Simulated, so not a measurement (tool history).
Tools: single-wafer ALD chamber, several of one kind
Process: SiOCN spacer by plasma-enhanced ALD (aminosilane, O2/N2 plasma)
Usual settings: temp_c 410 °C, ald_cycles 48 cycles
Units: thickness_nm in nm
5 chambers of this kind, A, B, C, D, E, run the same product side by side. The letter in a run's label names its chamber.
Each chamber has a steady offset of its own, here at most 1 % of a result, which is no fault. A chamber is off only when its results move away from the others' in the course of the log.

run,day,temp_c,ald_cycles,hours since the last thermocouple change,"read-back reference wafer on the same gauge, thickness_nm",thickness_nm
1C,0.246,410,48,190.7,2.5094,2.7967
2A,0.608,410,48,1848.8,2.5111,2.8319
3E,0.817,410,48,1441.5,2.5105,2.8159
4B,1.188,410,48,711.2,2.5114,2.7905
5D,1.379,410,48,471.1,2.5109,2.8169
6C,1.725,410,48,226.2,2.5099,2.8057
7E,1.942,410,48,1468.5,2.51,2.817
8D,2.258,410,48,492.2,2.5076,2.8301
9B,2.542,403,43,743.7,2.5108,2.5607
10A,2.771,403,43,1900.7,2.5099,2.5885
11E,3.05,403,43,1495.1,2.5109,2.5633
12B,3.279,403,43,761.4,2.509,2.554
13A,3.45,403,43,1917,2.509,2.5925
14C,3.775,410,48,275.4,2.5093,2.8191
15D,4.038,398,48,534.9,2.5095,2.9155
16C,4.342,398,48,289,2.5109,2.8916
17A,4.592,398,48,1944.4,2.5105,2.9199
18B,4.971,398,48,802,2.5096,2.8797
19E,5.258,398,48,1548.1,2.509,2.8998
20D,5.6,400,40,572.4,2.5103,2.4314
21B,5.767,400,40,821.1,2.5096,2.3984
22C,6.021,400,40,329.3,2.5109,2.4121
23A,6.296,400,40,1985.3,2.5111,2.4371
# day 6.533: chamber A: thermocouple changed; heater temperature recalibrated
24E,6.554,400,40,1579.2,2.5087,2.4245
25D,6.825,410,48,601.8,2.5108,2.8304
26C,7.05,410,48,354,2.51,2.8057
27E,7.308,410,48,1597.3,2.5124,2.8113
28A,7.679,410,48,27.5,2.509,2.8617
29B,7.921,410,48,872.8,2.5104,2.7797
30D,8.179,400,48,634.3,2.5102,2.9211
31E,8.379,400,48,1623,2.5099,2.8966
32C,8.575,400,48,390.6,2.5107,2.8857
33A,8.879,400,48,56.3,2.5102,2.9192
34B,9.25,400,48,904.7,2.5115,2.8678
35D,9.604,410,48,668.5,2.5092,2.8387
36A,9.942,410,48,81.8,2.5091,2.8772
37C,10.192,410,48,429.4,2.5101,2.8021
38E,10.458,410,48,1672.9,2.51,2.8098
39D,10.842,410,48,698.2,2.5105,2.8278
40B,11.138,410,48,950,2.5103,2.7821
41B,11.471,410,48,958,2.5108,2.7829

What goes on in this fleet: one chamber off, a drifting gauge, or nothing beyond the chambers' own small offsets? Name the chamber and the cause, if any.

A service left chamber A off against the others.
Cause: wafer temperature below the value expected at the setpoint (K) = 4.64.

Here are 4 candidates for chamber A's next run, each the usual settings with a change, their results left as question marks. Which one brings its results back in line with what the others give on the usual settings?
In line means no further than this from the other chambers' mean on the usual settings: thickness_nm 0.024 nm
42A-1,11.75,408,48,,,?
42A-2,11.75,417,48,,,?
42A-3,11.75,412,48,,,?
42A-4,11.75,410,49,,,?

The other chambers' mean on the usual settings: thickness_nm 2.8095 nm
run,thickness_nm
42A-1,2.8832
42A-2,2.8049
42A-3,2.8484
42A-4,2.9255
42A-2 brings the chamber back in line.
